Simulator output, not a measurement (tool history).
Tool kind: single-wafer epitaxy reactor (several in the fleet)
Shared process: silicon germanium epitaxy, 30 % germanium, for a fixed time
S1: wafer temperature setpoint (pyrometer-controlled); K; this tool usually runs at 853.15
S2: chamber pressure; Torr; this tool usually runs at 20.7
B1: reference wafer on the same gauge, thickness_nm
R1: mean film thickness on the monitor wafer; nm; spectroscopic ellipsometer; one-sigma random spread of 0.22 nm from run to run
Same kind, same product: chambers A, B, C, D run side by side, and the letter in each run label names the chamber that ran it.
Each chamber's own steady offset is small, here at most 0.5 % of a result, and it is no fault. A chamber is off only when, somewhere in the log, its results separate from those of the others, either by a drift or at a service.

Run 1C, hour 7.2: usual settings; B1 39.865. Result: R1 41.741 nm.
At hour 11.9: chamber C: capacitance manometer re-zeroed and calibrated.
Run 2D, hour 16.8: usual settings; B1 39.827. Result: R1 40.881 nm.
Run 3A, hour 28.4: usual settings; B1 39.801. Result: R1 41.400 nm.
Run 4B, hour 39.5: usual settings; B1 39.877. Result: R1 40.617 nm.
Run 5A, hour 49.4: usual settings; B1 39.787. Result: R1 41.416 nm.
Run 6C, hour 60.1: usual settings; B1 39.779. Result: R1 41.341 nm.
Run 7B, hour 67.9: usual settings; B1 39.819. Result: R1 41.030 nm.
Run 8D, hour 77.6: usual settings; B1 39.772. Result: R1 41.198 nm.
Run 9A, hour 83.0: usual settings; B1 39.796. Result: R1 41.886 nm.
Run 10B, hour 92.4: usual settings; B1 39.835. Result: R1 40.739 nm.
Run 11C, hour 98.0: usual settings; B1 39.790. Result: R1 41.216 nm.
Run 12D, hour 107.5: usual settings; B1 39.766. Result: R1 41.103 nm.
Run 13D, hour 115.3: usual settings but S2 17.7 Torr; B1 39.795. Result: R1 38.580 nm.
Run 14C, hour 126.5: usual settings but S2 17.7 Torr; B1 39.832. Result: R1 38.960 nm.
Run 15B, hour 136.8: usual settings but S2 17.7 Torr; B1 39.856. Result: R1 38.632 nm.
Run 16A, hour 145.7: usual settings but S2 17.7 Torr; B1 39.780. Result: R1 38.972 nm.
Run 17B, hour 150.9: usual settings; B1 39.794. Result: R1 40.710 nm.
Run 18C, hour 156.5: usual settings but S1 845.15 K, S2 16.1 Torr; B1 39.759. Result: R1 32.136 nm.
Run 19A, hour 166.8: usual settings but S1 845.15 K, S2 16.1 Torr; B1 39.811. Result: R1 31.849 nm.
Run 20D, hour 174.6: usual settings but S1 845.15 K, S2 16.1 Torr; B1 39.801. Result: R1 32.100 nm.
Run 21B, hour 184.3: usual settings but S1 845.15 K, S2 16.1 Torr; B1 39.843. Result: R1 31.845 nm.
Run 22A, hour 195.5: usual settings; B1 39.847. Result: R1 41.348 nm.
At hour 202.7: chamber A: capacitance manometer re-zeroed and calibrated.
Run 23D, hour 207.7: usual settings but S1 844.15 K; B1 39.821. Result: R1 34.644 nm.
Run 24C, hour 218.7: usual settings but S1 844.15 K; B1 39.776. Result: R1 34.849 nm.
Run 25D, hour 225.6: usual settings but S1 844.15 K; B1 39.766. Result: R1 34.659 nm.
Run 26B, hour 235.3: usual settings but S1 844.15 K; B1 39.790. Result: R1 34.386 nm.
Run 27A, hour 244.4: usual settings; B1 39.771. Result: R1 41.439 nm.
Run 28C, hour 251.8: usual settings but S1 841.15 K, S2 24.5 Torr; B1 39.850. Result: R1 34.884 nm.
Run 29C, hour 261.8: usual settings but S1 841.15 K, S2 24.5 Torr; B1 39.778. Result: R1 34.983 nm.
Run 30A, hour 269.3: usual settings but S1 841.15 K, S2 24.5 Torr; B1 39.870. Result: R1 35.316 nm.
Run 31D, hour 275.1: usual settings but S1 841.15 K, S2 24.5 Torr; B1 39.855. Result: R1 35.224 nm.
Run 32B, hour 284.8: usual settings; B1 39.794. Result: R1 41.385 nm.
Run 33D, hour 293.2: usual settings but S1 863.15 K; B1 39.830. Result: R1 49.641 nm.
Run 34B, hour 305.1: usual settings but S1 863.15 K; B1 39.853. Result: R1 49.406 nm.
Run 35A, hour 312.9: usual settings but S1 863.15 K; B1 39.801. Result: R1 50.410 nm.
Run 36C, hour 319.9: usual settings but S1 863.15 K; B1 39.777. Result: R1 49.810 nm.
Run 37C, hour 328.7: usual settings; B1 39.774. Result: R1 41.318 nm.
Run 38D, hour 334.7: usual settings; B1 39.796. Result: R1 40.815 nm.
Run 39B, hour 342.3: usual settings but S1 845.15 K, S2 18.3 Torr; B1 39.786. Result: R1 33.572 nm.
At hour 347.8: chamber B: pyrometer calibrated.
Run 40A, hour 351.0: usual settings but S1 845.15 K, S2 18.3 Torr; B1 39.745. Result: R1 33.506 nm.
Run 41A, hour 359.5: usual settings but S1 845.15 K, S2 18.3 Torr; B1 39.812. Result: R1 33.576 nm.
Run 42C, hour 371.1: usual settings but S1 845.15 K, S2 18.3 Torr; B1 39.764. Result: R1 33.956 nm.
Run 43D, hour 376.7: usual settings but S2 25.3 Torr; B1 39.834. Result: R1 44.779 nm.
Run 44B, hour 383.0: usual settings but S2 25.3 Torr; B1 39.784. Result: R1 44.387 nm.

Read the log: is a single chamber off, either drifting away or since a service, is the gauge that measures every chamber drifting, or is nothing wrong beyond small per-chamber offsets? Name any odd chamber and what most likely caused it.

The fleet is healthy, with each chamber sitting at its usual small offset and no drift in the gauge.
